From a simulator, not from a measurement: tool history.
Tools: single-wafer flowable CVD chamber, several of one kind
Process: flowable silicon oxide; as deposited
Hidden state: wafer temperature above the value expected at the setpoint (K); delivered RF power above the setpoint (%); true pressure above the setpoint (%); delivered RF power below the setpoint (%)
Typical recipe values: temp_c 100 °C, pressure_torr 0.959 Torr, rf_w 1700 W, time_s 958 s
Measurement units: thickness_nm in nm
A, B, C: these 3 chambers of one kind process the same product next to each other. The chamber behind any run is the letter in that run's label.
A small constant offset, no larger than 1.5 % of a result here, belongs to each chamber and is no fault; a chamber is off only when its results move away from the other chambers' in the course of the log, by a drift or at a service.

run   hour  temp_c  pressure_torr  rf_w  time_s  hours since the last thermocouple change  hours since the last RF generator calibration  hours since the last manometer calibration  read-back reference wafer on the same gauge, thickness_nm  thickness_nm
 1B    9.4     100          0.959  1700     958                                    1319.1                                          195.1                                      2176.3                                                     577.38        706.93
 2A   17.1     100          0.959  1700     958                                     993.7                                          322.4                                        1852                                                     576.86        693.53
 3C   24.4     100          0.959  1700     958                                    1098.7                                         1747.3                                        99.7                                                     577.21        705.62
 4A   29.7     100          0.959  1700     958                                    1006.3                                            335                                      1864.6                                                     577.44        694.49
 5C   34.4     100          0.959  1700     958                                    1108.7                                         1757.3                                       109.7                                                     577.17        698.52
 6B     40     100          0.959  1700     958                                    1349.7                                          225.7                                      2206.9                                                     577.14        708.78
 7C   48.6     100          0.959  1700     958                                    1122.9                                         1771.5                                       123.9                                                     577.53        709.61
 8B   53.2     100          0.959  1700     958                                    1362.9                                          238.9                                      2220.1                                                      576.8        709.21
 9A   60.5     100          1.171  1800     958                                    1037.1                                          365.8                                      1895.4                                                        577         892.1
10A   66.1     100          1.171  1800     958                                    1042.7                                          371.4                                        1901                                                     577.23        884.56
11C   72.3     100          1.171  1800     958                                    1146.6                                         1795.2                                       147.6                                                     577.13        900.56
12B   77.5     100          0.959  1700     958                                    1387.2                                          263.2                                      2244.4                                                     576.98        707.54
13B     85     100          0.959  1700     958                                    1394.7                                          270.7                                      2251.9                                                     576.87        712.77
14A   94.7     100          0.959  1700     958                                    1071.3                                            400                                      1929.6                                                     576.78         695.8
      97.7  -- chamber A: capacitance manometer re-zeroed and calibrated
15C  104.4     100          0.959  1700     958                                    1178.7                                         1827.3                                       179.7                                                     577.04        703.47
     106.7  -- chamber B: capacitance manometer re-zeroed and calibrated
16B  113.7     100          0.959  1590    1140                                    1423.4                                          299.4                                           7                                                     577.37        826.42
17A  120.2     100          0.959  1590    1140                                    1096.8                                          425.5                                        22.6                                                     576.88        843.91
18C  126.4     100          0.959  1590    1140                                    1200.7                                         1849.3                                       201.7                                                     577.05        824.12
19B  135.1     100          0.959  1700     958                                    1444.8                                          320.8                                        28.4                                                     576.54        713.43
20C  143.7     100          1.193  1840     958                                      1218                                         1866.6                                         219                                                     577.05        919.26
21A  152.3     100          1.193  1840     958                                    1128.9                                          457.6                                        54.7                                                     577.22        946.47
22B  158.3     100          1.193  1840     958                                      1468                                            344                                        51.6                                                     577.13        942.94
23C  164.9     100          0.959  1700     958                                    1239.2                                         1887.8                                       240.2                                                     576.91        708.52
24A  171.3     100          0.959  1700     958                                    1147.9                                          476.6                                        73.7                                                     576.81        729.71
25C  180.8     100          0.959  1700     958                                    1255.1                                         1903.7                                       256.1                                                     577.01         704.9
26A  189.5     100          0.959  1700     958                                    1166.1                                          494.8                                        91.9                                                     577.52        722.19
27B  196.1     100          0.959  1700     958                                    1505.8                                          381.8                                        89.4                                                     576.96        707.78
28B  204.5     100          0.959  1700     958                                    1514.2                                          390.2                                        97.8                                                     576.93        708.55
     213.1  -- chamber A: thermocouple changed; heater temperature recalibrated
29C  213.1     100          0.959  1700     958                                    1287.4                                           1936                                       288.4                                                     576.43        701.43
30A  219.8     100          0.959  1830    1041                                       6.7                                          525.1                                       122.2                                                     577.17        796.81

One chamber off, gauge drift, or nothing amiss beyond the chambers' own small offsets? If it is a chamber, which one, and what is the likeliest cause?

Chamber A has stood off from the others ever since a service on it.
Most likely cause: true pressure above the setpoint (%) = 3.44.

Which of the 4 candidates below, each the usual settings with something changed and its results left as question marks, puts chamber A back in line with what the other chambers give on the usual settings?
A result is in line if it is within this distance of the other chambers' mean on the usual settings: thickness_nm 10 nm
31A-1  227.3     100          0.959  1565     958                                                                                                                                                                                                             ?
31A-2  227.3     100          0.976  1705     958                                                                                                                                                                                                             ?
31A-3  227.3      99          0.968  1700     963                                                                                                                                                                                                             ?
31A-4  227.3     101           0.95  1700     953                                                                                                                                                                                                             ?

The mean the other chambers reach with the usual settings: thickness_nm 707.91 nm
  run  thickness_nm
31A-1        707.83
31A-2        740.38
31A-3        760.89
31A-4        688.13
It is 31A-1 that realigns the chamber with its peers.

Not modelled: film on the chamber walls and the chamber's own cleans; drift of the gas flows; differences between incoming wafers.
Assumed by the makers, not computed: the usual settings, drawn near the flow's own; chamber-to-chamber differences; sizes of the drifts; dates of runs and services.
